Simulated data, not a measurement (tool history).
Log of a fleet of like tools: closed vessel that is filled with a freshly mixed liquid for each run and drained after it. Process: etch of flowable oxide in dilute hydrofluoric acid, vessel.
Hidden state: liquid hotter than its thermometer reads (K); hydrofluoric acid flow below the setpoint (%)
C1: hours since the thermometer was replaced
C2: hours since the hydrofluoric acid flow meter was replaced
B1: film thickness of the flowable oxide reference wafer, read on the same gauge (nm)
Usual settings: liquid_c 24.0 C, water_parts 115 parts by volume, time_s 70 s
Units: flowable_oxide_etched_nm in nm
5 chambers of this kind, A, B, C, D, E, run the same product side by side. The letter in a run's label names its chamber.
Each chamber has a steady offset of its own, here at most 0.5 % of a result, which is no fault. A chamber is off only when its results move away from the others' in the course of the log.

run 1B day=0.300 | liquid_c=24.0 water_parts=115 time_s=70 | C1=394.4 C2=975.8 | B1=140.01 | flowable_oxide_etched_nm=36.797
run 2C day=0.888 | liquid_c=24.0 water_parts=115 time_s=70 | C1=1734.4 C2=242.3 | B1=140.01 | flowable_oxide_etched_nm=37.255
run 3E day=1.358 | liquid_c=24.0 water_parts=115 time_s=70 | C1=2079.3 C2=238.2 | B1=139.99 | flowable_oxide_etched_nm=37.471
run 4A day=1.825 | liquid_c=24.0 water_parts=115 time_s=70 | C1=380.7 C2=916.9 | B1=139.98 | flowable_oxide_etched_nm=37.215
run 5D day=2.100 | liquid_c=24.0 water_parts=115 time_s=70 | C1=428.0 C2=259.0 | B1=140.01 | flowable_oxide_etched_nm=36.717
run 6C day=2.521 | liquid_c=24.0 water_parts=115 time_s=70 | C1=1773.6 C2=281.5 | B1=139.96 | flowable_oxide_etched_nm=37.516
run 7A day=3.079 | liquid_c=24.0 water_parts=115 time_s=70 | C1=410.8 C2=947.0 | B1=140.00 | flowable_oxide_etched_nm=36.636
run 8E day=3.662 | liquid_c=20.5 water_parts=115 time_s=70 | C1=2134.6 C2=293.5 | B1=139.98 | flowable_oxide_etched_nm=32.359
run 9D day=4.117 | liquid_c=20.5 water_parts=115 time_s=70 | C1=476.4 C2=307.4 | B1=140.04 | flowable_oxide_etched_nm=32.385
run 10B day=4.642 | liquid_c=20.5 water_parts=115 time_s=70 | C1=498.6 C2=1080.0 | B1=140.01 | flowable_oxide_etched_nm=31.630
run 11E day=5.092 | liquid_c=20.5 water_parts=115 time_s=70 | C1=2168.9 C2=327.8 | B1=139.96 | flowable_oxide_etched_nm=32.404
run 12D day=5.596 | liquid_c=20.5 water_parts=115 time_s=70 | C1=511.9 C2=342.9 | B1=139.97 | flowable_oxide_etched_nm=32.366
run 13A day=6.038 | liquid_c=24.0 water_parts=115 time_s=70 | C1=481.8 C2=1018.0 | B1=140.02 | flowable_oxide_etched_nm=37.114
-- day=6.533 chamber D: hydrofluoric acid flow meter replaced
run 14C day=6.621 | liquid_c=24.0 water_parts=115 time_s=70 | C1=1872.0 C2=379.9 | B1=139.99 | flowable_oxide_etched_nm=36.933
run 15B day=7.067 | liquid_c=24.0 water_parts=115 time_s=70 | C1=556.8 C2=1138.2 | B1=139.97 | flowable_oxide_etched_nm=36.231
run 16E day=7.512 | liquid_c=20.0 water_parts=115 time_s=70 | C1=2227.0 C2=385.9 | B1=139.99 | flowable_oxide_etched_nm=31.248
run 17C day=7.796 | liquid_c=20.0 water_parts=115 time_s=70 | C1=1900.2 C2=408.1 | B1=139.99 | flowable_oxide_etched_nm=31.739
run 18B day=8.350 | liquid_c=20.0 water_parts=115 time_s=70 | C1=587.6 C2=1169.0 | B1=140.03 | flowable_oxide_etched_nm=31.058
run 19D day=8.883 | liquid_c=20.0 water_parts=115 time_s=70 | C1=590.8 C2=56.4 | B1=139.98 | flowable_oxide_etched_nm=31.621
run 20A day=9.479 | liquid_c=20.0 water_parts=115 time_s=70 | C1=564.4 C2=1100.6 | B1=139.93 | flowable_oxide_etched_nm=30.744
-- day=9.708 chamber B: thermometer replaced
run 21A day=9.779 | liquid_c=24.0 water_parts=90 time_s=70 | C1=571.6 C2=1107.8 | B1=140.00 | flowable_oxide_etched_nm=47.261
run 22B day=10.108 | liquid_c=24.0 water_parts=90 time_s=70 | C1=9.6 C2=1211.2 | B1=140.04 | flowable_oxide_etched_nm=48.141
run 23C day=10.588 | liquid_c=24.0 water_parts=90 time_s=70 | C1=1967.2 C2=475.1 | B1=139.96 | flowable_oxide_etched_nm=48.904
run 24E day=10.967 | liquid_c=24.0 water_parts=90 time_s=70 | C1=2309.9 C2=468.8 | B1=140.01 | flowable_oxide_etched_nm=48.434
run 25D day=11.283 | liquid_c=24.0 water_parts=90 time_s=70 | C1=648.4 C2=114.0 | B1=140.05 | flowable_oxide_etched_nm=49.224
run 26D day=11.646 | liquid_c=24.0 water_parts=115 time_s=70 | C1=657.1 C2=122.7 | B1=140.04 | flowable_oxide_etched_nm=37.089
run 27A day=12.158 | liquid_c=24.0 water_parts=115 time_s=70 | C1=628.7 C2=1164.9 | B1=139.97 | flowable_oxide_etched_nm=35.463
run 28C day=12.742 | liquid_c=24.0 water_parts=115 time_s=70 | C1=2018.9 C2=526.8 | B1=139.97 | flowable_oxide_etched_nm=37.543
run 29E day=13.183 | liquid_c=24.0 water_parts=115 time_s=95 | C1=2363.1 C2=522.0 | B1=140.02 | flowable_oxide_etched_nm=50.396
run 30B day=13.512 | liquid_c=24.0 water_parts=115 time_s=95 | C1=91.3 C2=1292.9 | B1=139.99 | flowable_oxide_etched_nm=49.921
run 31B day=14.021 | liquid_c=24.0 water_parts=115 time_s=95 | C1=103.5 C2=1305.1 | B1=140.00 | flowable_oxide_etched_nm=49.914
run 32E day=14.529 | liquid_c=24.0 water_parts=115 time_s=95 | C1=2395.4 C2=554.3 | B1=140.02 | flowable_oxide_etched_nm=50.075
run 33A day=15.067 | liquid_c=24.0 water_parts=115 time_s=95 | C1=698.5 C2=1234.7 | B1=139.98 | flowable_oxide_etched_nm=47.200
run 34C day=15.596 | liquid_c=24.0 water_parts=115 time_s=55 | C1=2087.4 C2=595.3 | B1=140.03 | flowable_oxide_etched_nm=29.098
run 35D day=16.029 | liquid_c=24.0 water_parts=115 time_s=55 | C1=762.3 C2=227.9 | B1=140.03 | flowable_oxide_etched_nm=29.266
run 36A day=16.383 | liquid_c=24.0 water_parts=115 time_s=55 | C1=730.1 C2=1266.3 | B1=140.01 | flowable_oxide_etched_nm=27.042
run 37C day=16.758 | liquid_c=24.0 water_parts=115 time_s=55 | C1=2115.3 C2=623.2 | B1=139.99 | flowable_oxide_etched_nm=29.358

What goes on in this fleet: one chamber off, a drifting gauge, or nothing beyond the chambers' own small offsets? Name the chamber and the cause, if any.

Chamber A drifts away from the others.
Cause: hydrofluoric acid flow below the setpoint (%) = 8.04.
The log may not tell that from: liquid colder than its thermometer reads (K).

Here are 4 candidates for chamber A's next run, each the usual settings with a change, their results left as question marks. Which one brings its results back in line with what the others give on the usual settings?
In line means no further than this from the other chambers' mean on the usual settings: flowable_oxide_etched_nm 0.960 nm
run 38A-1 day=17.188 | liquid_c=24.0 water_parts=105 time_s=70 | flowable_oxide_etched_nm=?
run 38A-2 day=17.188 | liquid_c=24.0 water_parts=120 time_s=70 | flowable_oxide_etched_nm=?
run 38A-3 day=17.188 | liquid_c=23.5 water_parts=115 time_s=65 | flowable_oxide_etched_nm=?
run 38A-4 day=17.188 | liquid_c=24.0 water_parts=110 time_s=70 | flowable_oxide_etched_nm=?

The other chambers' mean on the usual settings: flowable_oxide_etched_nm 37.010 nm
run=38A-1 flowable_oxide_etched_nm=37.232
run=38A-2 flowable_oxide_etched_nm=32.024
run=38A-3 flowable_oxide_etched_nm=30.605
run=38A-4 flowable_oxide_etched_nm=35.337
38A-1 brings the chamber back in line.
